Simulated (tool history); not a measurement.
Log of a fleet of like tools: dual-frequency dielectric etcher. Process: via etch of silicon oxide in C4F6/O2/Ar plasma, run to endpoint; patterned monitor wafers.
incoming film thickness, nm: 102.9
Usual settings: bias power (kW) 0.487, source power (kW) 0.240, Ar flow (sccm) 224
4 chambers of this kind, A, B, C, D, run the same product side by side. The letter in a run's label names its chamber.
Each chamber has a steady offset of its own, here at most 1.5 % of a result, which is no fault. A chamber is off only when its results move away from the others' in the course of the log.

Run 1B, hour 10.3: usual settings. Result: endpoint time (s) 26.390.
Run 2D, hour 19.0: usual settings. Result: endpoint time (s) 26.727.
Run 3A, hour 27.8: usual settings. Result: endpoint time (s) 26.757.
Run 4C, hour 34.8: usual settings. Result: endpoint time (s) 26.797.
At hour 40.5: chamber A: bias power generator calibrated.
Run 5A, hour 42.9: usual settings. Result: endpoint time (s) 26.787.
Run 6B, hour 48.9: usual settings. Result: endpoint time (s) 26.275.
Run 7D, hour 58.2: usual settings. Result: endpoint time (s) 26.691.
Run 8C, hour 69.0: usual settings. Result: endpoint time (s) 26.905.
Run 9A, hour 75.6: usual settings. Result: endpoint time (s) 26.863.
Run 10B, hour 87.4: usual settings. Result: endpoint time (s) 26.178.
Run 11D, hour 96.8: usual settings. Result: endpoint time (s) 26.713.
Run 12C, hour 104.0: usual settings. Result: endpoint time (s) 26.763.
Run 13B, hour 113.3: usual settings. Result: endpoint time (s) 26.435.
Run 14A, hour 121.5: usual settings. Result: endpoint time (s) 26.691.
At hour 127.8: chamber B: wet clean of the chamber.
Run 15D, hour 130.8: usual settings. Result: endpoint time (s) 26.766.
Run 16C, hour 142.4: usual settings. Result: endpoint time (s) 27.114.
At hour 148.3: chamber A: wet clean of the chamber.
Run 17D, hour 154.8: usual settings. Result: endpoint time (s) 26.857.
At hour 159.1: chamber D: wet clean of the chamber.
Run 18C, hour 160.4: usual settings. Result: endpoint time (s) 26.944.
Run 19A, hour 172.0: usual settings but bias power (kW) 0.413, Ar flow (sccm) 258. Result: endpoint time (s) 28.897.
Run 20B, hour 179.8: usual settings but bias power (kW) 0.413, Ar flow (sccm) 258. Result: endpoint time (s) 28.718.
Run 21A, hour 191.7: usual settings but bias power (kW) 0.413, Ar flow (sccm) 258. Result: endpoint time (s) 28.794.
Run 22C, hour 197.6: usual settings but bias power (kW) 0.413, Ar flow (sccm) 258. Result: endpoint time (s) 29.123.
Run 23B, hour 204.6: usual settings. Result: endpoint time (s) 26.630.
At hour 212.5: chamber C: wet clean of the chamber.
Run 24D, hour 214.3: usual settings. Result: endpoint time (s) 26.696.
Run 25D, hour 226.1: usual settings. Result: endpoint time (s) 26.855.
At hour 231.5: chamber C: source power generator calibrated.
Run 26C, hour 236.1: usual settings. Result: endpoint time (s) 26.703.
Run 27A, hour 248.4: usual settings. Result: endpoint time (s) 26.613.
Run 28B, hour 258.4: usual settings but Ar flow (sccm) 171. Result: endpoint time (s) 25.522.
Run 29C, hour 265.7: usual settings but Ar flow (sccm) 171. Result: endpoint time (s) 26.087.
Run 30D, hour 276.6: usual settings but Ar flow (sccm) 171. Result: endpoint time (s) 25.933.
Run 31A, hour 285.1: usual settings but Ar flow (sccm) 171. Result: endpoint time (s) 25.730.
Run 32B, hour 295.6: usual settings. Result: endpoint time (s) 26.283.
Run 33D, hour 304.3: usual settings. Result: endpoint time (s) 26.692.
Run 34C, hour 310.0: usual settings but Ar flow (sccm) 271. Result: endpoint time (s) 27.233.
Run 35A, hour 318.1: usual settings but Ar flow (sccm) 271. Result: endpoint time (s) 27.262.
Run 36B, hour 325.1: usual settings but Ar flow (sccm) 271. Result: endpoint time (s) 26.995.
Run 37C, hour 334.0: usual settings but Ar flow (sccm) 271. Result: endpoint time (s) 27.406.
Run 38A, hour 343.7: usual settings but bias power (kW) 0.439, Ar flow (sccm) 270. Result: endpoint time (s) 28.344.
Run 39D, hour 351.3: usual settings but bias power (kW) 0.439, Ar flow (sccm) 270. Result: endpoint time (s) 28.549.
Run 40B, hour 361.8: usual settings but bias power (kW) 0.439, Ar flow (sccm) 270. Result: endpoint time (s) 27.989.
Run 41A, hour 370.5: usual settings but bias power (kW) 0.439, Ar flow (sccm) 270. Result: endpoint time (s) 28.572.
At hour 378.1: chamber C: bias power generator calibrated.
Run 42D, hour 378.1: usual settings. Result: endpoint time (s) 26.747.
Run 43C, hour 388.1: usual settings. Result: endpoint time (s) 26.678.
Run 44B, hour 396.0: usual settings. Result: endpoint time (s) 26.402.

Next, every chamber runs the same settings. What will each give?
Run 45A, hour 405.0: usual settings. Result: endpoint time (s) ?.
Run 45B, hour 405.0: usual settings. Result: endpoint time (s) ?.
Run 45C, hour 405.0: usual settings. Result: endpoint time (s) ?.
Run 45D, hour 405.0: usual settings. Result: endpoint time (s) ?.

run  endpoint time (s)
45A             26.842
45B             26.502
45C             26.879
45D             26.920

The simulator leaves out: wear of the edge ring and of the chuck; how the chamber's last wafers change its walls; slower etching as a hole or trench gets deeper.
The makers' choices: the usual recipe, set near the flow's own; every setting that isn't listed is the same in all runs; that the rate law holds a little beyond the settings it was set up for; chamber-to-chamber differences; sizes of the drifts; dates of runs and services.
